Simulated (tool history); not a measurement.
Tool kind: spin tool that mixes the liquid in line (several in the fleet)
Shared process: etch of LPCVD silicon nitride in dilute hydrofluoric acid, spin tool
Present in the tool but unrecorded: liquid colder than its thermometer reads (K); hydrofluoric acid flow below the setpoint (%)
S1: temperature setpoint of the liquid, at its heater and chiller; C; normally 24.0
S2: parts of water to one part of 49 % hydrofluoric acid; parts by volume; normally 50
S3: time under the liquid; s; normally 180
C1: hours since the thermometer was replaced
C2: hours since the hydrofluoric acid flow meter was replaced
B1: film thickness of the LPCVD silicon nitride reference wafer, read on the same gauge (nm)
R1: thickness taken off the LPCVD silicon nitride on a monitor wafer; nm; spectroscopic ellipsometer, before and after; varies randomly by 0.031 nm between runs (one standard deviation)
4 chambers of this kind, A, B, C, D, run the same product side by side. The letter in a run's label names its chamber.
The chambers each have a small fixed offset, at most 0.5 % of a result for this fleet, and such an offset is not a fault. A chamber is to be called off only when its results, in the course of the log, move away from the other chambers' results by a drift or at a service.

| run | hour | S1 | S2 | S3 | C1 | C2 | B1 | R1 |
|---|---|---|---|---|---|---|---|---|
| 1B | 4.5 | 24.0 | 50 | 180 | 1053.3 | 230.5 | 119.99 | 1.9880 |
| 2A | 7.6 | 24.0 | 50 | 180 | 557.4 | 807.8 | 119.98 | 1.9903 |
| 3D | 11.1 | 24.0 | 50 | 180 | 222.0 | 74.0 | 119.99 | 1.9451 |
| 4C | 17.3 | 24.0 | 50 | 180 | 213.5 | 773.2 | 120.00 | 1.9555 |
| 5A | 21.6 | 25.5 | 35 | 180 | 571.4 | 821.8 | 119.99 | 3.1073 |
| 6B | 26.5 | 25.5 | 35 | 180 | 1075.3 | 252.5 | 120.02 | 3.0350 |
| 7D | 30.2 | 25.5 | 35 | 180 | 241.1 | 93.1 | 120.00 | 3.1001 |
| 8C | 35.6 | 25.5 | 35 | 180 | 231.8 | 791.5 | 120.00 | 3.1439 |
| 9A | 38.8 | 21.5 | 50 | 130 | 588.6 | 839.0 | 120.00 | 1.1904 |
| 10D | 42.4 | 21.5 | 50 | 130 | 253.3 | 105.3 | 119.99 | 1.2043 |
| 11B | 47.5 | 21.5 | 50 | 130 | 1096.3 | 273.5 | 120.00 | 1.1700 |
| 12C | 50.7 | 21.5 | 50 | 130 | 246.9 | 806.6 | 119.99 | 1.2030 |
| 13B | 57.3 | 24.0 | 50 | 180 | 1106.1 | 283.3 | 119.99 | 1.9493 |
| 14A | 60.9 | 24.0 | 50 | 180 | 610.7 | 861.1 | 119.98 | 1.9829 |
| 15D | 64.1 | 24.0 | 50 | 180 | 275.0 | 127.0 | 119.99 | 1.9326 |
| 16C | 67.6 | 24.0 | 50 | 180 | 263.8 | 823.5 | 119.99 | 1.9502 |
| 17D | 72.3 | 24.0 | 50 | 180 | 283.2 | 135.2 | 120.00 | 1.9562 |
| 18B | 75.6 | 24.0 | 50 | 180 | 1124.4 | 301.6 | 119.96 | 1.9137 |
| 19A | 79.7 | 24.0 | 50 | 180 | 629.5 | 879.9 | 120.01 | 1.9970 |
| 20C | 85.0 | 24.0 | 50 | 180 | 281.2 | 840.9 | 119.98 | 1.9666 |
| 21A | 91.4 | 24.0 | 50 | 180 | 641.2 | 891.6 | 120.02 | 1.9760 |
| 22D | 97.4 | 24.0 | 50 | 180 | 308.3 | 160.3 | 120.00 | 1.9546 |
| 23C | 103.3 | 24.0 | 50 | 180 | 299.5 | 859.2 | 120.01 | 1.9663 |
| 24B | 108.2 | 26.5 | 70 | 180 | 1157.0 | 334.2 | 119.96 | 1.5579 |
| 25C | 114.0 | 26.5 | 70 | 180 | 310.2 | 869.9 | 120.01 | 1.6837 |
| 26A | 120.6 | 26.5 | 70 | 180 | 670.4 | 920.8 | 120.02 | 1.6909 |
| 27D | 124.0 | 26.5 | 70 | 180 | 334.9 | 186.9 | 120.02 | 1.6730 |
| 28B | 130.2 | 24.0 | 75 | 230 | 1179.0 | 356.2 | 120.00 | 1.5917 |
| 29D | 136.3 | 24.0 | 75 | 230 | 347.2 | 199.2 | 120.00 | 1.6330 |
| 30A | 141.5 | 24.0 | 75 | 230 | 691.3 | 941.7 | 119.99 | 1.6730 |

Which is it: a chamber that has drifted or been left off by a service, a gauge drift common to all chambers, or only each chamber's usual small offset? If a chamber is off, name it and its likeliest cause.

Little by little, chamber B moves away from the other chambers.
What lies behind it: liquid colder than its thermometer reads (K) = 1.26.
The log may not tell that from: hydrofluoric acid flow below the setpoint (%).

Which of the 4 candidates below, each the usual settings with something changed and its results left as question marks, puts chamber B back in line with what the other chambers give on the usual settings?
Counts as in line when no further than this from what the other chambers average on the usual settings: R1 0.1100 nm
| 31B-1 | 146.3 | 23.0 | 55 | 180 |  |  |  | ? |
| 31B-2 | 146.3 | 24.5 | 50 | 205 |  |  |  | ? |
| 31B-3 | 146.3 | 23.5 | 50 | 170 |  |  |  | ? |
| 31B-4 | 146.3 | 24.5 | 50 | 190 |  |  |  | ? |

On the usual settings, the other chambers give on average: R1 1.9647 nm
| run | R1 |
|---|---|
| 31B-1 | 1.5396 |
| 31B-2 | 2.1324 |
| 31B-3 | 1.6519 |
| 31B-4 | 1.9763 |
It is 31B-4 that realigns the chamber with its peers.
